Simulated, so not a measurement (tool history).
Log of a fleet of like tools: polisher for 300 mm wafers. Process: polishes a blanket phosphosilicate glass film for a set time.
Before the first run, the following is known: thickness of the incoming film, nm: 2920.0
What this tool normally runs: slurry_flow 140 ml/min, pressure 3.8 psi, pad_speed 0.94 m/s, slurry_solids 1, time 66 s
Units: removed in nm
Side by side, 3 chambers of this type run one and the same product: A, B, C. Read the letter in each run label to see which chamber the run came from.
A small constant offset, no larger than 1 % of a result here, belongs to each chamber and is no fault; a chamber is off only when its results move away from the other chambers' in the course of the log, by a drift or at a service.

| run | hour | slurry_flow | pressure | pad_speed | slurry_solids | time | wafers polished on this pad | hours since the slurry nozzle was cleaned | hours since the head pressure was calibrated | hours since the slurry blender was calibrated | hours since the conditioning disc was replaced | removed |
|---|---|---|---|---|---|---|---|---|---|---|---|---|
| 1C | 4.6 | 140 | 3.8 | 0.94 | 1 | 66 | 46 | 457.7 | 62.2 | 25.5 | 85.0 | 550.17 |
| 2A | 7.2 | 140 | 3.8 | 0.94 | 1 | 66 | 423 | 719.8 | 279.7 | 217.9 | 54.4 | 548.04 |
| 3B | 9.8 | 140 | 3.8 | 0.94 | 1 | 66 | 820 | 392.9 | 306.6 | 31.7 | 338.0 | 547.95 |
|  | 11.4 | chamber B: worn pad replaced by a new one |
| 4B | 12.7 | 140 | 3.8 | 0.94 | 1 | 66 | 12 | 395.8 | 309.5 | 34.6 | 340.9 | 543.55 |
| 5C | 16.4 | 185 | 4.2 | 0.94 | 1 | 66 | 152 | 469.5 | 74.0 | 37.3 | 96.8 | 642.98 |
| 6A | 18.6 | 185 | 4.2 | 0.94 | 1 | 66 | 525 | 731.2 | 291.1 | 229.3 | 65.8 | 643.40 |
| 7B | 22.2 | 185 | 4.2 | 0.94 | 1 | 66 | 97 | 405.3 | 319.0 | 44.1 | 350.4 | 631.62 |
|  | 25.5 | chamber B: slurry nozzle cleaned |
| 8A | 26.6 | 140 | 3.8 | 0.94 | 1 | 66 | 597 | 739.2 | 299.1 | 237.3 | 73.8 | 553.23 |
| 9C | 30.3 | 140 | 3.8 | 0.94 | 1 | 66 | 277 | 483.4 | 87.9 | 51.2 | 110.7 | 550.18 |
| 10C | 34.7 | 140 | 3.8 | 0.94 | 1 | 53 | 316 | 487.8 | 92.3 | 55.6 | 115.1 | 449.35 |
| 11A | 38.0 | 140 | 3.8 | 0.94 | 1 | 53 | 699 | 750.6 | 310.5 | 248.7 | 85.2 | 445.53 |
| 12B | 41.7 | 140 | 3.8 | 0.94 | 1 | 53 | 272 | 16.3 | 338.5 | 63.6 | 369.9 | 438.88 |
| 13B | 44.6 | 140 | 3.8 | 0.94 | 1 | 50 | 298 | 19.2 | 341.4 | 66.5 | 372.8 | 409.36 |
| 14A | 49.0 | 140 | 3.8 | 0.94 | 1 | 50 | 798 | 761.6 | 321.5 | 259.7 | 96.2 | 423.38 |
|  | 49.2 | chamber A: worn pad replaced by a new one |
| 15C | 52.5 | 140 | 3.8 | 0.94 | 1 | 50 | 476 | 505.6 | 110.1 | 73.4 | 132.9 | 418.91 |
|  | 52.9 | chamber C: worn pad replaced by a new one |
| 16B | 56.1 | 140 | 3.8 | 0.94 | 1 | 66 | 401 | 30.7 | 352.9 | 78.0 | 384.3 | 547.84 |
| 17C | 60.2 | 140 | 3.8 | 0.94 | 1 | 66 | 66 | 513.3 | 117.8 | 81.1 | 140.6 | 551.33 |
| 18A | 62.5 | 140 | 3.8 | 0.94 | 1 | 66 | 119 | 775.1 | 335.0 | 273.2 | 109.7 | 554.34 |
| 19C | 65.0 | 140 | 3.8 | 0.94 | 1 | 66 | 109 | 518.1 | 122.6 | 85.9 | 145.4 | 559.31 |
| 20B | 69.4 | 140 | 3.8 | 0.94 | 1 | 66 | 520 | 44.0 | 366.2 | 91.3 | 397.6 | 539.59 |
| 21A | 72.2 | 140 | 3.8 | 0.94 | 1 | 66 | 206 | 784.8 | 344.7 | 282.9 | 119.4 | 558.08 |
|  | 74.5 | chamber C: slurry blender recalibrated |
| 22C | 74.6 | 140 | 3.8 | 0.94 | 1 | 66 | 195 | 527.7 | 132.2 | 0.1 | 155.0 | 550.40 |
| 23B | 78.1 | 140 | 3.8 | 0.94 | 1 | 66 | 598 | 52.7 | 374.9 | 100.0 | 406.3 | 544.09 |
| 24A | 81.2 | 140 | 3.8 | 1.14 | 1 | 66 | 287 | 793.8 | 353.7 | 291.9 | 128.4 | 648.80 |
| 25C | 85.5 | 140 | 3.8 | 1.14 | 1 | 66 | 292 | 538.6 | 143.1 | 11.0 | 165.9 | 646.96 |
| 26B | 89.5 | 140 | 3.8 | 1.14 | 1 | 66 | 700 | 64.1 | 386.3 | 111.4 | 417.7 | 637.91 |
| 27A | 92.0 | 140 | 3.8 | 0.94 | 1 | 66 | 384 | 804.6 | 364.5 | 302.7 | 139.2 | 548.64 |
| 28A | 95.2 | 140 | 3.8 | 0.94 | 1 | 66 | 412 | 807.8 | 367.7 | 305.9 | 142.4 | 557.01 |

All chambers now run identical settings, listed one chamber a line with results as question marks. What results will each chamber show?
| 29A | 98.7 | 140 | 3.8 | 0.94 | 1 | 66 |  |  |  |  |  | ? |
| 29B | 98.7 | 140 | 3.8 | 0.94 | 1 | 66 |  |  |  |  |  | ? |
| 29C | 98.7 | 140 | 3.8 | 0.94 | 1 | 66 |  |  |  |  |  | ? |

| run | removed |
|---|---|
| 29A | 545.39 |
| 29B | 550.68 |
| 29C | 552.99 |
